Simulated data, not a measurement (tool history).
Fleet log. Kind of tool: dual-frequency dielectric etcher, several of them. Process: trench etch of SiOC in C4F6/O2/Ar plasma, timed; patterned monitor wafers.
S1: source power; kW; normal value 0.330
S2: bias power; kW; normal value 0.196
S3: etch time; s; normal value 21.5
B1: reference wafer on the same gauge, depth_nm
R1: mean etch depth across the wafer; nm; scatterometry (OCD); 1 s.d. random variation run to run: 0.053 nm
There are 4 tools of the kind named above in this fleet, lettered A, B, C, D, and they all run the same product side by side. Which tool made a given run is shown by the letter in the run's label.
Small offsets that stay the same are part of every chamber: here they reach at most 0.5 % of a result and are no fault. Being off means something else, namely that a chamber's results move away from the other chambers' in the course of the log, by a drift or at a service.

| run | hour | S1 | S2 | S3 | B1 | R1 |
|---|---|---|---|---|---|---|
| 1C | 6.5 | 0.330 | 0.196 | 21.5 | 43.104 | 42.796 |
| 2A | 11.7 | 0.330 | 0.196 | 21.5 | 43.089 | 42.501 |
| 3B | 19.1 | 0.330 | 0.196 | 21.5 | 43.082 | 42.422 |
| 4D | 24.3 | 0.330 | 0.196 | 21.5 | 43.084 | 42.458 |
| 5A | 33.7 | 0.330 | 0.196 | 21.5 | 43.065 | 42.486 |
| 6D | 40.9 | 0.330 | 0.196 | 21.5 | 43.061 | 42.398 |
| 7B | 49.5 | 0.330 | 0.196 | 21.5 | 43.071 | 42.452 |
| 8C | 59.5 | 0.330 | 0.196 | 21.5 | 43.059 | 42.671 |
| 9C | 64.1 | 0.330 | 0.196 | 21.5 | 43.064 | 42.710 |
| 10A | 72.8 | 0.330 | 0.196 | 21.5 | 43.045 | 42.451 |
| 11B | 82.6 | 0.330 | 0.196 | 21.5 | 43.049 | 42.413 |
| 12D | 89.8 | 0.380 | 0.221 | 21.5 | 43.023 | 46.658 |
| 13C | 99.7 | 0.380 | 0.221 | 21.5 | 43.025 | 46.808 |
| 14D | 109.1 | 0.380 | 0.221 | 21.5 | 43.020 | 46.523 |
| 15A | 118.6 | 0.380 | 0.221 | 21.5 | 43.022 | 46.494 |
| 16B | 127.7 | 0.330 | 0.196 | 21.5 | 43.022 | 42.419 |
| 17B | 133.5 | 0.330 | 0.196 | 21.5 | 43.019 | 42.345 |
| 18A | 140.9 | 0.330 | 0.196 | 21.5 | 43.007 | 42.467 |
| 19C | 148.1 | 0.330 | 0.196 | 21.5 | 43.003 | 42.719 |
| 20D | 154.1 | 0.330 | 0.196 | 21.5 | 42.999 | 42.406 |
| 21B | 163.5 | 0.330 | 0.171 | 21.5 | 42.988 | 40.645 |
| 22D | 170.7 | 0.330 | 0.171 | 21.5 | 42.979 | 40.401 |
| 23C | 177.5 | 0.330 | 0.171 | 21.5 | 42.983 | 40.734 |
| 24A | 182.9 | 0.330 | 0.171 | 21.5 | 42.969 | 40.554 |
| 25A | 192.5 | 0.330 | 0.196 | 21.5 | 42.973 | 42.356 |
| 26D | 197.8 | 0.330 | 0.196 | 21.5 | 42.966 | 42.352 |
| 27B | 207.4 | 0.330 | 0.196 | 21.5 | 42.970 | 42.293 |
|  | 208.2 | chamber B: wet clean of the chamber |
| 28C | 212.2 | 0.330 | 0.196 | 21.5 | 42.960 | 42.591 |
| 29A | 221.6 | 0.330 | 0.196 | 21.5 | 42.945 | 42.495 |
| 30C | 229.8 | 0.330 | 0.196 | 17.5 | 42.952 | 34.679 |
| 31B | 235.0 | 0.330 | 0.196 | 17.5 | 42.942 | 34.473 |
| 32D | 240.7 | 0.330 | 0.196 | 17.5 | 42.943 | 34.410 |
| 33C | 247.2 | 0.330 | 0.196 | 17.5 | 42.938 | 34.675 |
| 34A | 255.8 | 0.330 | 0.196 | 21.5 | 42.914 | 42.371 |
| 35B | 260.6 | 0.330 | 0.196 | 21.5 | 42.934 | 42.368 |
| 36D | 265.9 | 0.330 | 0.196 | 21.5 | 42.923 | 42.292 |
| 37A | 274.1 | 0.330 | 0.238 | 21.5 | 42.919 | 45.185 |
| 38D | 280.5 | 0.330 | 0.238 | 21.5 | 42.916 | 45.083 |
| 39C | 287.2 | 0.330 | 0.238 | 21.5 | 42.903 | 45.454 |
|  | 288.8 | chamber C: source power generator calibrated |
| 40B | 293.6 | 0.330 | 0.238 | 21.5 | 42.899 | 45.099 |
| 41B | 300.0 | 0.300 | 0.196 | 21.5 | 42.894 | 40.749 |
| 42D | 304.9 | 0.300 | 0.196 | 21.5 | 42.894 | 40.780 |
| 43A | 310.1 | 0.300 | 0.196 | 21.5 | 42.895 | 40.793 |
| 44C | 316.8 | 0.300 | 0.196 | 21.5 | 42.880 | 41.094 |

One chamber off, gauge drift, or nothing amiss beyond the chambers' own small offsets? If it is a chamber, which one, and what is the likeliest cause?

It is the gauge, not a chamber: its drift shows up in every chamber's results at once, and no chamber is off.
Likeliest cause: gauge reads low (%) = 0.508.

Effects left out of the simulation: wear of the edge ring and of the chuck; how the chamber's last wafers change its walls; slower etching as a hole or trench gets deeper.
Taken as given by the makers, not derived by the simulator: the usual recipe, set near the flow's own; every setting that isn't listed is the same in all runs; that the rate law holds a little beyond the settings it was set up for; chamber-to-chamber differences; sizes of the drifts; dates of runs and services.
